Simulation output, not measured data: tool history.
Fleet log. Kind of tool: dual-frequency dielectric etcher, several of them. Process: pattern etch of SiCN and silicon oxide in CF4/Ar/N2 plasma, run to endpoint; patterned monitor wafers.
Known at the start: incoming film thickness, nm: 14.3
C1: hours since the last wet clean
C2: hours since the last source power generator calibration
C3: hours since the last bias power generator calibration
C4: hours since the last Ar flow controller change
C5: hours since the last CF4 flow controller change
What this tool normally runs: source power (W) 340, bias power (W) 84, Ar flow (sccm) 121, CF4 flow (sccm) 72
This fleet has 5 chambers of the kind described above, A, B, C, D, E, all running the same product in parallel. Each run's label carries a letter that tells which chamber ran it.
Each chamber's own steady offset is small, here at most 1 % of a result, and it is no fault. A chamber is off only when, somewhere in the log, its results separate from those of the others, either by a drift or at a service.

run 1D day=0.325 | source_power_(W)=340 bias_power_(W)=84 Ar_flow_(sccm)=121 CF4_flow_(sccm)=72 | C1=208.8 C2=329.4 C3=155.4 C4=243.4 C5=4558.8 | endpoint_time_(s)=20.421
run 2E day=0.588 | source_power_(W)=340 bias_power_(W)=84 Ar_flow_(sccm)=121 CF4_flow_(sccm)=72 | C1=208.6 C2=1600.3 C3=3205.9 C4=1463.1 C5=4416.4 | endpoint_time_(s)=20.460
run 3A day=0.954 | source_power_(W)=340 bias_power_(W)=84 Ar_flow_(sccm)=121 CF4_flow_(sccm)=72 | C1=211.4 C2=3018.3 C3=1051.1 C4=90.1 C5=1279.7 | endpoint_time_(s)=20.405
run 4C day=1.312 | source_power_(W)=340 bias_power_(W)=84 Ar_flow_(sccm)=121 CF4_flow_(sccm)=72 | C1=237.0 C2=469.1 C3=1202.9 C4=2497.8 C5=4271.7 | endpoint_time_(s)=20.473
run 5B day=1.558 | source_power_(W)=340 bias_power_(W)=84 Ar_flow_(sccm)=121 CF4_flow_(sccm)=72 | C1=298.5 C2=73.6 C3=3966.7 C4=88.7 C5=4028.9 | endpoint_time_(s)=20.690
run 6A day=1.854 | source_power_(W)=340 bias_power_(W)=84 Ar_flow_(sccm)=121 CF4_flow_(sccm)=72 | C1=233.0 C2=3039.9 C3=1072.7 C4=111.7 C5=1301.3 | endpoint_time_(s)=20.624
run 7C day=2.242 | source_power_(W)=340 bias_power_(W)=84 Ar_flow_(sccm)=121 CF4_flow_(sccm)=72 | C1=259.3 C2=491.4 C3=1225.2 C4=2520.1 C5=4294.0 | endpoint_time_(s)=20.790
run 8E day=2.638 | source_power_(W)=340 bias_power_(W)=84 Ar_flow_(sccm)=121 CF4_flow_(sccm)=72 | C1=257.8 C2=1649.5 C3=3255.1 C4=1512.3 C5=4465.6 | endpoint_time_(s)=20.740
run 9D day=2.917 | source_power_(W)=340 bias_power_(W)=84 Ar_flow_(sccm)=121 CF4_flow_(sccm)=72 | C1=271.0 C2=391.6 C3=217.6 C4=305.6 C5=4621.0 | endpoint_time_(s)=20.453
run 10B day=3.183 | source_power_(W)=340 bias_power_(W)=84 Ar_flow_(sccm)=121 CF4_flow_(sccm)=72 | C1=337.5 C2=112.6 C3=4005.7 C4=127.7 C5=4067.9 | endpoint_time_(s)=21.042
run 11A day=3.579 | source_power_(W)=340 bias_power_(W)=84 Ar_flow_(sccm)=121 CF4_flow_(sccm)=72 | C1=274.4 C2=3081.3 C3=1114.1 C4=153.1 C5=1342.7 | endpoint_time_(s)=20.760
run 12C day=3.979 | source_power_(W)=340 bias_power_(W)=84 Ar_flow_(sccm)=121 CF4_flow_(sccm)=72 | C1=301.0 C2=533.1 C3=1266.9 C4=2561.8 C5=4335.7 | endpoint_time_(s)=20.690
-- day=4.046 chamber B: bias power generator calibrated
run 13E day=4.312 | source_power_(W)=340 bias_power_(W)=84 Ar_flow_(sccm)=121 CF4_flow_(sccm)=72 | C1=298.0 C2=1689.7 C3=3295.3 C4=1552.5 C5=4505.8 | endpoint_time_(s)=20.620
run 14D day=4.533 | source_power_(W)=340 bias_power_(W)=84 Ar_flow_(sccm)=121 CF4_flow_(sccm)=72 | C1=309.8 C2=430.4 C3=256.4 C4=344.4 C5=4659.8 | endpoint_time_(s)=20.606
run 15B day=4.775 | source_power_(W)=340 bias_power_(W)=84 Ar_flow_(sccm)=121 CF4_flow_(sccm)=72 | C1=375.7 C2=150.8 C3=17.5 C4=165.9 C5=4106.1 | endpoint_time_(s)=20.998
run 16E day=4.983 | source_power_(W)=340 bias_power_(W)=84 Ar_flow_(sccm)=121 CF4_flow_(sccm)=72 | C1=314.1 C2=1705.8 C3=3311.4 C4=1568.6 C5=4521.9 | endpoint_time_(s)=20.523
run 17A day=5.362 | source_power_(W)=340 bias_power_(W)=84 Ar_flow_(sccm)=121 CF4_flow_(sccm)=72 | C1=317.2 C2=3124.1 C3=1156.9 C4=195.9 C5=1385.5 | endpoint_time_(s)=20.671
-- day=5.529 chamber A: source power generator calibrated
run 18B day=5.662 | source_power_(W)=340 bias_power_(W)=84 Ar_flow_(sccm)=121 CF4_flow_(sccm)=72 | C1=397.0 C2=172.1 C3=38.8 C4=187.2 C5=4127.4 | endpoint_time_(s)=20.910
run 19C day=5.933 | source_power_(W)=340 bias_power_(W)=84 Ar_flow_(sccm)=121 CF4_flow_(sccm)=72 | C1=347.9 C2=580.0 C3=1313.8 C4=2608.7 C5=4382.6 | endpoint_time_(s)=20.740
run 20D day=6.162 | source_power_(W)=340 bias_power_(W)=84 Ar_flow_(sccm)=121 CF4_flow_(sccm)=72 | C1=348.9 C2=469.5 C3=295.5 C4=383.5 C5=4698.9 | endpoint_time_(s)=20.437
run 21C day=6.467 | source_power_(W)=340 bias_power_(W)=84 Ar_flow_(sccm)=121 CF4_flow_(sccm)=72 | C1=360.7 C2=592.8 C3=1326.6 C4=2621.5 C5=4395.4 | endpoint_time_(s)=20.754
run 22A day=6.696 | source_power_(W)=340 bias_power_(W)=84 Ar_flow_(sccm)=121 CF4_flow_(sccm)=72 | C1=349.2 C2=28.0 C3=1188.9 C4=227.9 C5=1417.5 | endpoint_time_(s)=20.415
run 23B day=7.079 | source_power_(W)=340 bias_power_(W)=84 Ar_flow_(sccm)=121 CF4_flow_(sccm)=72 | C1=431.0 C2=206.1 C3=72.8 C4=221.2 C5=4161.4 | endpoint_time_(s)=20.595
run 24E day=7.408 | source_power_(W)=340 bias_power_(W)=84 Ar_flow_(sccm)=121 CF4_flow_(sccm)=72 | C1=372.3 C2=1764.0 C3=3369.6 C4=1626.8 C5=4580.1 | endpoint_time_(s)=20.979
run 25D day=7.692 | source_power_(W)=340 bias_power_(W)=84 Ar_flow_(sccm)=121 CF4_flow_(sccm)=72 | C1=385.6 C2=506.2 C3=332.2 C4=420.2 C5=4735.6 | endpoint_time_(s)=20.485
-- day=7.896 chamber C: wet clean of the chamber
run 26B day=8.029 | source_power_(W)=340 bias_power_(W)=96 Ar_flow_(sccm)=121 CF4_flow_(sccm)=88 | C1=453.8 C2=228.9 C3=95.6 C4=244.0 C5=4184.2 | endpoint_time_(s)=19.316
run 27E day=8.425 | source_power_(W)=340 bias_power_(W)=96 Ar_flow_(sccm)=121 CF4_flow_(sccm)=88 | C1=396.7 C2=1788.4 C3=3394.0 C4=1651.2 C5=4604.5 | endpoint_time_(s)=19.242
run 28C day=8.733 | source_power_(W)=340 bias_power_(W)=96 Ar_flow_(sccm)=121 CF4_flow_(sccm)=88 | C1=20.2 C2=647.2 C3=1381.0 C4=2675.9 C5=4449.8 | endpoint_time_(s)=19.396
run 29D day=9.121 | source_power_(W)=340 bias_power_(W)=96 Ar_flow_(sccm)=121 CF4_flow_(sccm)=88 | C1=419.9 C2=540.5 C3=366.5 C4=454.5 C5=4769.9 | endpoint_time_(s)=19.035
run 30A day=9.504 | source_power_(W)=340 bias_power_(W)=96 Ar_flow_(sccm)=121 CF4_flow_(sccm)=88 | C1=416.6 C2=95.4 C3=1256.3 C4=295.3 C5=1484.9 | endpoint_time_(s)=18.581
run 31C day=9.754 | source_power_(W)=400 bias_power_(W)=84 Ar_flow_(sccm)=121 CF4_flow_(sccm)=72 | C1=44.7 C2=671.7 C3=1405.5 C4=2700.4 C5=4474.3 | endpoint_time_(s)=18.013
run 32A day=10.004 | source_power_(W)=400 bias_power_(W)=84 Ar_flow_(sccm)=121 CF4_flow_(sccm)=72 | C1=428.6 C2=107.4 C3=1268.3 C4=307.3 C5=1496.9 | endpoint_time_(s)=17.237
run 33B day=10.346 | source_power_(W)=400 bias_power_(W)=84 Ar_flow_(sccm)=121 CF4_flow_(sccm)=72 | C1=509.4 C2=284.5 C3=151.2 C4=299.6 C5=4239.8 | endpoint_time_(s)=18.240
run 34D day=10.546 | source_power_(W)=400 bias_power_(W)=84 Ar_flow_(sccm)=121 CF4_flow_(sccm)=72 | C1=454.1 C2=574.7 C3=400.7 C4=488.7 C5=4804.1 | endpoint_time_(s)=17.612
run 35E day=10.900 | source_power_(W)=400 bias_power_(W)=84 Ar_flow_(sccm)=121 CF4_flow_(sccm)=72 | C1=456.1 C2=1847.8 C3=3453.4 C4=1710.6 C5=4663.9 | endpoint_time_(s)=17.982

Does one chamber stand apart from the rest, does the shared gauge drift, or is all well apart from small per-chamber offsets? Give the chamber and the most likely cause, where there is one.

It is chamber A that slowly wanders off from its peers.
What lies behind it: etch rate over this chamber's usual, % = 4.82.

Below are 4 candidate recipes for chamber A's next run, each the usual settings with a change, their results shown as question marks. Which of them brings A's results back in line with what the other chambers give on the usual settings?
In line means no further than this from the other chambers' mean on the usual settings: endpoint time (s) 0.480
run 36A-1 day=11.200 | source_power_(W)=340 bias_power_(W)=84 Ar_flow_(sccm)=121 CF4_flow_(sccm)=53 | endpoint_time_(s)=?
run 36A-2 day=11.200 | source_power_(W)=340 bias_power_(W)=67 Ar_flow_(sccm)=131 CF4_flow_(sccm)=72 | endpoint_time_(s)=?
run 36A-3 day=11.200 | source_power_(W)=370 bias_power_(W)=87 Ar_flow_(sccm)=119 CF4_flow_(sccm)=73 | endpoint_time_(s)=?
run 36A-4 day=11.200 | source_power_(W)=360 bias_power_(W)=86 Ar_flow_(sccm)=120 CF4_flow_(sccm)=73 | endpoint_time_(s)=?

On the usual settings, the other chambers give on average: endpoint time (s) 20.661
run=36A-1 endpoint_time_(s)=20.484
run=36A-2 endpoint_time_(s)=21.452
run=36A-3 endpoint_time_(s)=17.891
run=36A-4 endpoint_time_(s)=18.416
36A-1 is the one that brings the chamber's results back in line with the other chambers.
